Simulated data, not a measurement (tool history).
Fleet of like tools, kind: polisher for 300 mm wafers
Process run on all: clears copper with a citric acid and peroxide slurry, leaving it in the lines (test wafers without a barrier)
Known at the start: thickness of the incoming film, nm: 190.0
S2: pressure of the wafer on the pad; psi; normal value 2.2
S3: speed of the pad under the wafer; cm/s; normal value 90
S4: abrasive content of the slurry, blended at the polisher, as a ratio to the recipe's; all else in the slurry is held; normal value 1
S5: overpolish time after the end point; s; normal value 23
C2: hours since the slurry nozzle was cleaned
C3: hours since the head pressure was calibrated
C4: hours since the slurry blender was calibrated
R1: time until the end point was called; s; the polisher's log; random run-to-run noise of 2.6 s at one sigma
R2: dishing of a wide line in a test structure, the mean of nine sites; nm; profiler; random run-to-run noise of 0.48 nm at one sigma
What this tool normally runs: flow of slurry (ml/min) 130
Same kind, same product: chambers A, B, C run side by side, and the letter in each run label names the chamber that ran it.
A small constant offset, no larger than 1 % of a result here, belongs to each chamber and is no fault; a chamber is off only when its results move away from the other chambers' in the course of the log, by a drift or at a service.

{"run": "1B", "hour": 6.9, "flow of slurry (ml/min)": 130, "S2": 2.2, "S3": 90, "S4": 1, "S5": 23, "wafers polished on this pad": 510, "C2": 47.9, "C3": 196.9, "C4": 204.4, "R1": 156.41, "R2": 19.724}
{"run": "2C", "hour": 14.4, "flow of slurry (ml/min)": 130, "S2": 2.2, "S3": 90, "S4": 1, "S5": 23, "wafers polished on this pad": 423, "C2": 155.7, "C3": 230.0, "C4": 94.1, "R1": 157.51, "R2": 19.663}
{"run": "3A", "hour": 23.9, "flow of slurry (ml/min)": 130, "S2": 2.2, "S3": 90, "S4": 1, "S5": 23, "wafers polished on this pad": 175, "C2": 892.7, "C3": 161.9, "C4": 81.1, "R1": 159.37, "R2": 20.512}
{"run": "4A", "hour": 32.7, "flow of slurry (ml/min)": 130, "S2": 2.2, "S3": 90, "S4": 1, "S5": 23, "wafers polished on this pad": 216, "C2": 901.5, "C3": 170.7, "C4": 89.9, "R1": 157.7, "R2": 19.281}
{"hour": 33.5, "done": "chamber C: worn pad replaced by a new one"}
{"run": "5B", "hour": 41.8, "flow of slurry (ml/min)": 130, "S2": 2.2, "S3": 90, "S4": 1, "S5": 23, "wafers polished on this pad": 674, "C2": 82.8, "C3": 231.8, "C4": 239.3, "R1": 153.21, "R2": 19.899}
{"run": "6C", "hour": 53.2, "flow of slurry (ml/min)": 130, "S2": 2.2, "S3": 90, "S4": 1, "S5": 23, "wafers polished on this pad": 92, "C2": 194.5, "C3": 268.8, "C4": 132.9, "R1": 159.91, "R2": 19.711}
{"hour": 54.0, "done": "chamber B: worn pad replaced by a new one"}
{"run": "7C", "hour": 63.8, "flow of slurry (ml/min)": 130, "S2": 2.2, "S3": 90, "S4": 1, "S5": 23, "wafers polished on this pad": 142, "C2": 205.1, "C3": 279.4, "C4": 143.5, "R1": 153.03, "R2": 20.144}
{"run": "8B", "hour": 71.7, "flow of slurry (ml/min)": 130, "S2": 2.2, "S3": 90, "S4": 1, "S5": 23, "wafers polished on this pad": 83, "C2": 112.7, "C3": 261.7, "C4": 269.2, "R1": 157.92, "R2": 20.364}
{"run": "9A", "hour": 79.5, "flow of slurry (ml/min)": 130, "S2": 2.2, "S3": 72, "S4": 1, "S5": 18, "wafers polished on this pad": 436, "C2": 948.3, "C3": 217.5, "C4": 136.7, "R1": 193.44, "R2": 12.895}
{"run": "10C", "hour": 85.7, "flow of slurry (ml/min)": 130, "S2": 2.2, "S3": 72, "S4": 1, "S5": 18, "wafers polished on this pad": 245, "C2": 227.0, "C3": 301.3, "C4": 165.4, "R1": 190.67, "R2": 13.176}
{"run": "11B", "hour": 94.7, "flow of slurry (ml/min)": 130, "S2": 2.2, "S3": 72, "S4": 1, "S5": 18, "wafers polished on this pad": 192, "C2": 135.7, "C3": 284.7, "C4": 292.2, "R1": 193.96, "R2": 13.27}
{"hour": 103.3, "done": "chamber A: slurry nozzle cleaned"}
{"run": "12A", "hour": 105.7, "flow of slurry (ml/min)": 130, "S2": 2.2, "S3": 90, "S4": 1, "S5": 23, "wafers polished on this pad": 560, "C2": 2.5, "C3": 243.7, "C4": 162.9, "R1": 149.68, "R2": 19.798}
{"run": "13A", "hour": 113.0, "flow of slurry (ml/min)": 130, "S2": 2.2, "S3": 90, "S4": 1, "S5": 23, "wafers polished on this pad": 594, "C2": 9.8, "C3": 251.0, "C4": 170.2, "R1": 153.65, "R2": 20.371}
{"run": "14B", "hour": 121.3, "flow of slurry (ml/min)": 130, "S2": 2.2, "S3": 90, "S4": 1, "S5": 23, "wafers polished on this pad": 317, "C2": 162.3, "C3": 311.3, "C4": 318.8, "R1": 152.59, "R2": 20.21}
{"run": "15C", "hour": 127.6, "flow of slurry (ml/min)": 130, "S2": 2.2, "S3": 90, "S4": 1, "S5": 23, "wafers polished on this pad": 443, "C2": 268.9, "C3": 343.2, "C4": 207.3, "R1": 158.22, "R2": 19.56}
{"hour": 133.7, "done": "chamber B: head pressure recalibrated"}
{"hour": 135.5, "done": "chamber C: slurry blender recalibrated"}
{"run": "16A", "hour": 138.9, "flow of slurry (ml/min)": 130, "S2": 2.2, "S3": 90, "S4": 1, "S5": 23, "wafers polished on this pad": 716, "C2": 35.7, "C3": 276.9, "C4": 196.1, "R1": 155.99, "R2": 20.646}
{"hour": 140.1, "done": "chamber C: worn pad replaced by a new one"}
{"run": "17C", "hour": 143.9, "flow of slurry (ml/min)": 130, "S2": 2.2, "S3": 90, "S4": 1, "S5": 23, "wafers polished on this pad": 18, "C2": 285.2, "C3": 359.5, "C4": 8.5, "R1": 158.85, "R2": 19.496}
{"hour": 146.4, "done": "chamber B: slurry blender recalibrated"}
{"run": "18B", "hour": 154.7, "flow of slurry (ml/min)": 130, "S2": 2.2, "S3": 90, "S4": 1, "S5": 23, "wafers polished on this pad": 474, "C2": 195.7, "C3": 21.1, "C4": 8.3, "R1": 157.33, "R2": 20.379}
{"run": "19B", "hour": 160.5, "flow of slurry (ml/min)": 130, "S2": 2.2, "S3": 90, "S4": 1, "S5": 23, "wafers polished on this pad": 501, "C2": 201.5, "C3": 26.9, "C4": 14.1, "R1": 154.06, "R2": 19.755}
{"run": "20A", "hour": 166.4, "flow of slurry (ml/min)": 130, "S2": 2.2, "S3": 90, "S4": 1, "S5": 23, "wafers polished on this pad": 845, "C2": 63.2, "C3": 304.4, "C4": 223.6, "R1": 155.57, "R2": 20.082}
{"run": "21C", "hour": 174.1, "flow of slurry (ml/min)": 130, "S2": 2.2, "S3": 90, "S4": 1, "S5": 23, "wafers polished on this pad": 160, "C2": 315.4, "C3": 389.7, "C4": 38.7, "R1": 154.34, "R2": 20.779}
{"hour": 183.5, "done": "chamber C: slurry nozzle cleaned"}
{"run": "22B", "hour": 184.9, "flow of slurry (ml/min)": 130, "S2": 2.2, "S3": 90, "S4": 1, "S5": 23, "wafers polished on this pad": 616, "C2": 225.9, "C3": 51.3, "C4": 38.5, "R1": 158.54, "R2": 20.414}
{"hour": 194.8, "done": "chamber A: worn pad replaced by a new one"}
{"run": "23A", "hour": 195.2, "flow of slurry (ml/min)": 130, "S2": 2.2, "S3": 90, "S4": 1, "S5": 23, "wafers polished on this pad": 1, "C2": 92.0, "C3": 333.2, "C4": 252.4, "R1": 152.32, "R2": 19.415}
{"run": "24C", "hour": 202.3, "flow of slurry (ml/min)": 130, "S2": 2.2, "S3": 90, "S4": 1, "S5": 23, "wafers polished on this pad": 293, "C2": 18.8, "C3": 417.9, "C4": 66.9, "R1": 157.37, "R2": 19.585}
{"run": "25C", "hour": 210.1, "flow of slurry (ml/min)": 130, "S2": 2.2, "S3": 90, "S4": 1, "S5": 23, "wafers polished on this pad": 329, "C2": 26.6, "C3": 425.7, "C4": 74.7, "R1": 157.73, "R2": 20.254}

Predict what each chamber gives when all 3 of them run the settings below next.
{"run": "26A", "hour": 218.3, "flow of slurry (ml/min)": 130, "S2": 2.2, "S3": 72, "S4": 1, "S5": 23, "R1": "?", "R2": "?"}
{"run": "26B", "hour": 218.3, "flow of slurry (ml/min)": 130, "S2": 2.2, "S3": 72, "S4": 1, "S5": 23, "R1": "?", "R2": "?"}
{"run": "26C", "hour": 218.3, "flow of slurry (ml/min)": 130, "S2": 2.2, "S3": 72, "S4": 1, "S5": 23, "R1": "?", "R2": "?"}

run=26A R1=190.21 R2=16.853
run=26B R1=189.10 R2=16.808
run=26C R1=195.02 R2=16.418
